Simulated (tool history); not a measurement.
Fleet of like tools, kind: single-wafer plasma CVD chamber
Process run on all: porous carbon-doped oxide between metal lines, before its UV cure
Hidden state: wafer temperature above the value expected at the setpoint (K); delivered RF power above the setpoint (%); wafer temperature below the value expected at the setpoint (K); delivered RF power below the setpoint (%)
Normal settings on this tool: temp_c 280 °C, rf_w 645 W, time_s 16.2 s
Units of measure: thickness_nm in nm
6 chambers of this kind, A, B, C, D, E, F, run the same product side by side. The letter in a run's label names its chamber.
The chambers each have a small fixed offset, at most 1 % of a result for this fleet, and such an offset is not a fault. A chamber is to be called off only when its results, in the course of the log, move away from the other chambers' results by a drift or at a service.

run,hour,temp_c,rf_w,time_s,hours since the last thermocouple change,hours since the last RF generator calibration,"read-back reference wafer on the same gauge, thickness_nm",thickness_nm
1B,6.4,280,645,16.2,337.6,51.6,107.98,118.63
2F,10.4,280,645,16.2,358.2,147.6,108.04,118.80
3A,15.5,280,645,16.2,1466.6,1685.2,107.93,119.55
4E,19.4,280,645,16.2,723.7,1671.7,107.97,119.41
5D,26.1,280,645,16.2,1321.4,400.3,108.01,119.48
6C,33.6,280,645,16.2,262.1,262.2,108.05,119.08
7B,41.8,290,715,16.2,373.0,87.0,108.04,119.46
8E,50.4,290,715,16.2,754.7,1702.7,108.03,119.24
9A,57.2,290,715,16.2,1508.3,1726.9,108.12,119.62
10C,62.2,290,715,16.2,290.7,290.8,107.96,119.54
11F,69.7,290,715,16.2,417.5,206.9,107.98,119.19
12D,74.3,290,715,16.2,1369.6,448.5,108.04,119.45
13D,80.0,280,645,16.2,1375.3,454.2,107.98,119.23
14E,86.6,280,645,16.2,790.9,1738.9,108.05,119.16
# hour 91.0: chamber A: thermocouple changed; heater temperature recalibrated
15C,94.9,280,645,16.2,323.4,323.5,107.98,119.69
16A,99.1,280,645,16.2,8.1,1768.8,107.90,118.27
17F,107.4,280,645,16.2,455.2,244.6,108.00,118.71
18B,114.6,286,645,16.2,445.8,159.8,108.02,115.62
19B,120.0,286,645,16.2,451.2,165.2,107.99,114.83
20F,124.6,286,645,16.2,472.4,261.8,107.98,114.35
21D,129.4,286,645,16.2,1424.7,503.6,108.06,114.84
22E,137.6,286,645,16.2,841.9,1789.9,107.92,114.81
23C,142.3,286,645,16.2,370.8,370.9,108.00,115.54
24A,147.4,280,645,16.2,56.4,1817.1,108.04,119.87
25D,154.5,280,645,16.2,1449.8,528.7,108.03,119.20
26F,161.9,280,645,16.2,509.7,299.1,107.99,117.04
27C,168.1,280,645,16.2,396.6,396.7,108.05,119.50
28B,174.6,280,645,16.2,505.8,219.8,108.01,119.56
29A,183.4,280,645,16.2,92.4,1853.1,107.98,119.38
30E,187.4,274,690,16.2,891.7,1839.7,108.01,129.53
31A,191.5,274,690,16.2,100.5,1861.2,107.92,129.14
32D,200.1,274,690,16.2,1495.4,574.3,107.96,129.83
33F,208.2,274,690,16.2,556.0,345.4,107.99,126.55
34B,214.0,274,690,16.2,545.2,259.2,108.05,130.46
# hour 215.1: chamber A: RF generator calibrated
35E,219.5,274,690,16.2,923.8,1871.8,107.97,128.64
36C,225.8,280,645,16.2,454.3,454.4,108.03,120.21
37E,233.8,280,645,16.2,938.1,1886.1,107.91,118.61
38A,239.5,280,645,16.2,148.5,24.5,108.06,119.26
39F,245.3,280,645,16.2,593.1,382.5,107.98,115.46
40B,249.2,280,645,16.2,580.4,294.4,108.02,120.03

Decide between three cases: one chamber stands off from its peers, the gauge reading all wafers drifts, or nothing is wrong past each chamber's small offset. Where a chamber is off, say which and what most likely put it there.

Little by little, chamber F moves away from the other chambers.
Most likely cause: delivered RF power below the setpoint (%) = 4.1.
The log may not separate it from: wafer temperature above the value expected at the setpoint (K).

Which of the 4 candidates below, each the usual settings with something changed and its results left as question marks, puts chamber F back in line with what the other chambers give on the usual settings?
Counts as in line when no further than this from what the other chambers average on the usual settings: thickness_nm 1.20 nm
41F-1,255.5,280,630,15.6,,,,?
41F-2,255.5,280,675,16.2,,,,?
41F-3,255.5,280,695,16.2,,,,?
41F-4,255.5,285,645,16.2,,,,?

The other chambers' mean on the usual settings: thickness_nm 119.25 nm
run,thickness_nm
41F-1,109.59
41F-2,118.92
41F-3,121.19
41F-4,111.91
41F-2 puts the chamber back in line with the other chambers.

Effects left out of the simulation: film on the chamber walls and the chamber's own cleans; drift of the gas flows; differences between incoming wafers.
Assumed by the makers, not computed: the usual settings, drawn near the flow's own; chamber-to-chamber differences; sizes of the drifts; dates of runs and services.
